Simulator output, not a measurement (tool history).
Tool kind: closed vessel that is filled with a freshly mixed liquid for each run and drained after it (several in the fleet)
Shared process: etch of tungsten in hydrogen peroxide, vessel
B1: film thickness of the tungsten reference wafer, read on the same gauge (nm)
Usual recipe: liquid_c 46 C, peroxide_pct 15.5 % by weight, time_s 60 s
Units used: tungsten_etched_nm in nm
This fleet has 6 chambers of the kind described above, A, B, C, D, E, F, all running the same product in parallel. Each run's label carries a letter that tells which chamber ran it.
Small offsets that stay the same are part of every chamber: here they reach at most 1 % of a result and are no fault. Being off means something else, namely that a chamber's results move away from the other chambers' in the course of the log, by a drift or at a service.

run 1A day=0.321 | liquid_c=46 peroxide_pct=15.5 time_s=60 | B1=79.972 | tungsten_etched_nm=40.866
run 2E day=0.767 | liquid_c=46 peroxide_pct=15.5 time_s=60 | B1=80 | tungsten_etched_nm=41.593
run 3D day=1.371 | liquid_c=46 peroxide_pct=15.5 time_s=60 | B1=80.042 | tungsten_etched_nm=42.328
run 4F day=1.942 | liquid_c=46 peroxide_pct=15.5 time_s=60 | B1=79.989 | tungsten_etched_nm=40.723
run 5C day=2.233 | liquid_c=46 peroxide_pct=15.5 time_s=60 | B1=79.966 | tungsten_etched_nm=41.818
run 6B day=2.621 | liquid_c=51 peroxide_pct=12 time_s=60 | B1=80.014 | tungsten_etched_nm=49.299
run 7A day=3.025 | liquid_c=51 peroxide_pct=12 time_s=60 | B1=79.969 | tungsten_etched_nm=49.331
-- day=3.221 chamber A: peroxide flow meter replaced
-- day=3.412 chamber D: peroxide flow meter replaced
run 8F day=3.512 | liquid_c=51 peroxide_pct=12 time_s=60 | B1=80.021 | tungsten_etched_nm=49.469
run 9D day=4.029 | liquid_c=51 peroxide_pct=12 time_s=60 | B1=80 | tungsten_etched_nm=50.456
-- day=4.229 chamber C: peroxide flow meter replaced
run 10C day=4.5 | liquid_c=51 peroxide_pct=12 time_s=60 | B1=79.994 | tungsten_etched_nm=50.347
run 11E day=4.979 | liquid_c=51 peroxide_pct=12 time_s=60 | B1=79.994 | tungsten_etched_nm=49.614
-- day=5.554 chamber B: thermometer replaced
run 12B day=5.554 | liquid_c=46 peroxide_pct=15.5 time_s=60 | B1=80.004 | tungsten_etched_nm=41.051
run 13C day=6 | liquid_c=37.5 peroxide_pct=15.5 time_s=85 | B1=79.969 | tungsten_etched_nm=34.017
run 14E day=6.579 | liquid_c=37.5 peroxide_pct=15.5 time_s=85 | B1=79.993 | tungsten_etched_nm=33.882
-- day=6.725 chamber A: thermometer replaced
run 15D day=7.088 | liquid_c=37.5 peroxide_pct=15.5 time_s=85 | B1=79.987 | tungsten_etched_nm=34.153
run 16B day=7.621 | liquid_c=37.5 peroxide_pct=15.5 time_s=85 | B1=80.001 | tungsten_etched_nm=33.659
run 17F day=8.004 | liquid_c=37.5 peroxide_pct=15.5 time_s=85 | B1=80.029 | tungsten_etched_nm=33.173
run 18A day=8.5 | liquid_c=37.5 peroxide_pct=15.5 time_s=85 | B1=80.02 | tungsten_etched_nm=33.686
run 19F day=9.067 | liquid_c=46 peroxide_pct=15.5 time_s=60 | B1=79.974 | tungsten_etched_nm=41.288
run 20D day=9.554 | liquid_c=46 peroxide_pct=15.5 time_s=60 | B1=80.009 | tungsten_etched_nm=41.966
run 21E day=10.167 | liquid_c=46 peroxide_pct=15.5 time_s=60 | B1=79.996 | tungsten_etched_nm=41.83
-- day=10.658 chamber E: new drum of peroxide connected
run 22C day=10.775 | liquid_c=46 peroxide_pct=15.5 time_s=60 | B1=80.037 | tungsten_etched_nm=42.092
run 23A day=11.288 | liquid_c=46 peroxide_pct=15.5 time_s=60 | B1=79.996 | tungsten_etched_nm=41.21
run 24B day=11.829 | liquid_c=46 peroxide_pct=15.5 time_s=60 | B1=80.009 | tungsten_etched_nm=41.118
run 25D day=12.279 | liquid_c=46 peroxide_pct=15.5 time_s=60 | B1=79.957 | tungsten_etched_nm=41.768
run 26A day=12.804 | liquid_c=46 peroxide_pct=15.5 time_s=60 | B1=80.047 | tungsten_etched_nm=41.165
run 27C day=13.217 | liquid_c=46 peroxide_pct=15.5 time_s=60 | B1=79.984 | tungsten_etched_nm=41.937
run 28E day=13.646 | liquid_c=46 peroxide_pct=12 time_s=60 | B1=79.97 | tungsten_etched_nm=36.308
run 29B day=14.246 | liquid_c=46 peroxide_pct=12 time_s=60 | B1=79.992 | tungsten_etched_nm=36.365
run 30F day=14.875 | liquid_c=46 peroxide_pct=12 time_s=60 | B1=79.984 | tungsten_etched_nm=36.388
run 31D day=15.362 | liquid_c=46 peroxide_pct=12 time_s=60 | B1=80.003 | tungsten_etched_nm=36.919
run 32E day=15.983 | liquid_c=46 peroxide_pct=12 time_s=60 | B1=80.027 | tungsten_etched_nm=36.128
run 33B day=16.496 | liquid_c=46 peroxide_pct=12 time_s=60 | B1=80.004 | tungsten_etched_nm=36.085
run 34C day=16.992 | liquid_c=46 peroxide_pct=12 time_s=85 | B1=80.001 | tungsten_etched_nm=52.149
run 35A day=17.275 | liquid_c=46 peroxide_pct=12 time_s=85 | B1=80.01 | tungsten_etched_nm=51.47
run 36F day=17.55 | liquid_c=46 peroxide_pct=12 time_s=85 | B1=80.038 | tungsten_etched_nm=51.525
run 37A day=18.15 | liquid_c=46 peroxide_pct=12 time_s=85 | B1=79.992 | tungsten_etched_nm=52.053
-- day=18.404 chamber B: peroxide flow meter replaced
run 38D day=18.625 | liquid_c=46 peroxide_pct=12 time_s=85 | B1=80.041 | tungsten_etched_nm=52.458
run 39B day=18.95 | liquid_c=46 peroxide_pct=12 time_s=85 | B1=79.957 | tungsten_etched_nm=51.607
run 40C day=19.242 | liquid_c=46 peroxide_pct=15.5 time_s=60 | B1=79.979 | tungsten_etched_nm=41.958

Next, every chamber runs the same settings. What will each give?
run 41A day=19.692 | liquid_c=46 peroxide_pct=15.5 time_s=60 | tungsten_etched_nm=?
run 41B day=19.692 | liquid_c=46 peroxide_pct=15.5 time_s=60 | tungsten_etched_nm=?
run 41C day=19.692 | liquid_c=46 peroxide_pct=15.5 time_s=60 | tungsten_etched_nm=?
run 41D day=19.692 | liquid_c=46 peroxide_pct=15.5 time_s=60 | tungsten_etched_nm=?
run 41E day=19.692 | liquid_c=46 peroxide_pct=15.5 time_s=60 | tungsten_etched_nm=?
run 41F day=19.692 | liquid_c=46 peroxide_pct=15.5 time_s=60 | tungsten_etched_nm=?

run=41A tungsten_etched_nm=40.999
run=41B tungsten_etched_nm=40.752
run=41C tungsten_etched_nm=41.611
run=41D tungsten_etched_nm=41.651
run=41E tungsten_etched_nm=41.556
run=41F tungsten_etched_nm=41.32
